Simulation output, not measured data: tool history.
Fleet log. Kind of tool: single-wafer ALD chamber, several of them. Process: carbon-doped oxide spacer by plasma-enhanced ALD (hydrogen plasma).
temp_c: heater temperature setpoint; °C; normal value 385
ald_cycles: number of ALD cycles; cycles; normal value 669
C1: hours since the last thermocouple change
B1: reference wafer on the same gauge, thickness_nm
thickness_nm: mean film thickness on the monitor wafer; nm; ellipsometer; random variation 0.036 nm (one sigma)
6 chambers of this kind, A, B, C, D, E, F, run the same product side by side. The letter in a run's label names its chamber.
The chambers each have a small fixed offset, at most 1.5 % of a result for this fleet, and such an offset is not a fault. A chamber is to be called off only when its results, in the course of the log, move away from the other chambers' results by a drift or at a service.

{"run": "1C", "day": 0.146, "temp_c": 385, "ald_cycles": 669, "C1": 885.1, "B1": 35.786, "thickness_nm": 33.516}
{"run": "2A", "day": 0.3, "temp_c": 385, "ald_cycles": 669, "C1": 1398.3, "B1": 35.796, "thickness_nm": 33.694}
{"run": "3B", "day": 0.496, "temp_c": 385, "ald_cycles": 669, "C1": 1596.1, "B1": 35.792, "thickness_nm": 33.274}
{"run": "4D", "day": 0.675, "temp_c": 385, "ald_cycles": 669, "C1": 562.5, "B1": 35.782, "thickness_nm": 33.778}
{"run": "5E", "day": 0.796, "temp_c": 385, "ald_cycles": 669, "C1": 715.7, "B1": 35.779, "thickness_nm": 33.439}
{"run": "6F", "day": 0.917, "temp_c": 398, "ald_cycles": 573, "C1": 313.2, "B1": 35.783, "thickness_nm": 28.75}
{"run": "7A", "day": 1.054, "temp_c": 398, "ald_cycles": 573, "C1": 1416.4, "B1": 35.776, "thickness_nm": 28.897}
{"run": "8E", "day": 1.162, "temp_c": 398, "ald_cycles": 573, "C1": 724.5, "B1": 35.775, "thickness_nm": 28.665}
{"run": "9F", "day": 1.296, "temp_c": 398, "ald_cycles": 573, "C1": 322.3, "B1": 35.774, "thickness_nm": 28.712}
{"run": "10D", "day": 1.438, "temp_c": 398, "ald_cycles": 573, "C1": 580.8, "B1": 35.761, "thickness_nm": 28.895}
{"run": "11C", "day": 1.554, "temp_c": 398, "ald_cycles": 573, "C1": 918.9, "B1": 35.752, "thickness_nm": 28.702}
{"run": "12B", "day": 1.667, "temp_c": 385, "ald_cycles": 669, "C1": 1624.2, "B1": 35.755, "thickness_nm": 33.263}
{"run": "13B", "day": 1.762, "temp_c": 385, "ald_cycles": 669, "C1": 1626.5, "B1": 35.756, "thickness_nm": 33.303}
{"run": "14F", "day": 1.917, "temp_c": 385, "ald_cycles": 669, "C1": 337.2, "B1": 35.749, "thickness_nm": 33.572}
{"run": "15D", "day": 2.054, "temp_c": 393, "ald_cycles": 669, "C1": 595.6, "B1": 35.746, "thickness_nm": 33.785}
{"run": "16E", "day": 2.204, "temp_c": 393, "ald_cycles": 669, "C1": 749.5, "B1": 35.742, "thickness_nm": 33.365}
{"run": "17C", "day": 2.342, "temp_c": 393, "ald_cycles": 669, "C1": 937.8, "B1": 35.736, "thickness_nm": 33.505}
{"run": "18A", "day": 2.467, "temp_c": 393, "ald_cycles": 669, "C1": 1450.3, "B1": 35.729, "thickness_nm": 33.688}
{"run": "19C", "day": 2.608, "temp_c": 393, "ald_cycles": 669, "C1": 944.2, "B1": 35.727, "thickness_nm": 33.427}
{"run": "20F", "day": 2.725, "temp_c": 393, "ald_cycles": 669, "C1": 356.6, "B1": 35.726, "thickness_nm": 33.5}
{"run": "21E", "day": 2.833, "temp_c": 385, "ald_cycles": 669, "C1": 764.6, "B1": 35.717, "thickness_nm": 33.363}
{"run": "22A", "day": 2.946, "temp_c": 385, "ald_cycles": 669, "C1": 1461.8, "B1": 35.707, "thickness_nm": 33.638}
{"run": "23B", "day": 3.117, "temp_c": 385, "ald_cycles": 669, "C1": 1659.0, "B1": 35.699, "thickness_nm": 33.214}
{"run": "24D", "day": 3.221, "temp_c": 385, "ald_cycles": 669, "C1": 623.6, "B1": 35.7, "thickness_nm": 33.778}
{"run": "25F", "day": 3.329, "temp_c": 385, "ald_cycles": 669, "C1": 371.1, "B1": 35.71, "thickness_nm": 33.473}
{"run": "26C", "day": 3.45, "temp_c": 385, "ald_cycles": 669, "C1": 964.4, "B1": 35.703, "thickness_nm": 33.464}
{"run": "27D", "day": 3.571, "temp_c": 385, "ald_cycles": 669, "C1": 632.0, "B1": 35.689, "thickness_nm": 33.727}
{"run": "28E", "day": 3.696, "temp_c": 385, "ald_cycles": 669, "C1": 785.3, "B1": 35.681, "thickness_nm": 33.316}
{"run": "29A", "day": 3.871, "temp_c": 385, "ald_cycles": 669, "C1": 1484.0, "B1": 35.678, "thickness_nm": 33.637}
{"run": "30B", "day": 3.979, "temp_c": 385, "ald_cycles": 669, "C1": 1679.7, "B1": 35.688, "thickness_nm": 33.207}
{"run": "31C", "day": 4.088, "temp_c": 385, "ald_cycles": 669, "C1": 979.7, "B1": 35.673, "thickness_nm": 33.49}
{"run": "32A", "day": 4.204, "temp_c": 385, "ald_cycles": 669, "C1": 1492.0, "B1": 35.678, "thickness_nm": 33.628}
{"run": "33D", "day": 4.333, "temp_c": 385, "ald_cycles": 669, "C1": 650.3, "B1": 35.678, "thickness_nm": 33.721}
{"run": "34F", "day": 4.492, "temp_c": 385, "ald_cycles": 669, "C1": 399.0, "B1": 35.668, "thickness_nm": 33.434}
{"run": "35B", "day": 4.688, "temp_c": 385, "ald_cycles": 669, "C1": 1696.7, "B1": 35.662, "thickness_nm": 33.187}
{"run": "36E", "day": 4.779, "temp_c": 385, "ald_cycles": 669, "C1": 811.3, "B1": 35.662, "thickness_nm": 33.313}
{"run": "37E", "day": 4.925, "temp_c": 385, "ald_cycles": 669, "C1": 814.8, "B1": 35.652, "thickness_nm": 33.333}
{"run": "38A", "day": 5.117, "temp_c": 385, "ald_cycles": 669, "C1": 1513.9, "B1": 35.647, "thickness_nm": 33.576}
{"run": "39B", "day": 5.296, "temp_c": 385, "ald_cycles": 669, "C1": 1711.3, "B1": 35.649, "thickness_nm": 33.213}
{"run": "40D", "day": 5.425, "temp_c": 385, "ald_cycles": 669, "C1": 676.5, "B1": 35.65, "thickness_nm": 33.626}

Next, all 6 chambers run the settings below, one line each with question marks for the results. What does each chamber give?
{"run": "41A", "day": 5.567, "temp_c": 385, "ald_cycles": 669, "thickness_nm": "?"}
{"run": "41B", "day": 5.567, "temp_c": 385, "ald_cycles": 669, "thickness_nm": "?"}
{"run": "41C", "day": 5.567, "temp_c": 385, "ald_cycles": 669, "thickness_nm": "?"}
{"run": "41D", "day": 5.567, "temp_c": 385, "ald_cycles": 669, "thickness_nm": "?"}
{"run": "41E", "day": 5.567, "temp_c": 385, "ald_cycles": 669, "thickness_nm": "?"}
{"run": "41F", "day": 5.567, "temp_c": 385, "ald_cycles": 669, "thickness_nm": "?"}

run=41A thickness_nm=33.618
run=41B thickness_nm=33.207
run=41C thickness_nm=33.395
run=41D thickness_nm=33.651
run=41E thickness_nm=33.334
run=41F thickness_nm=33.406
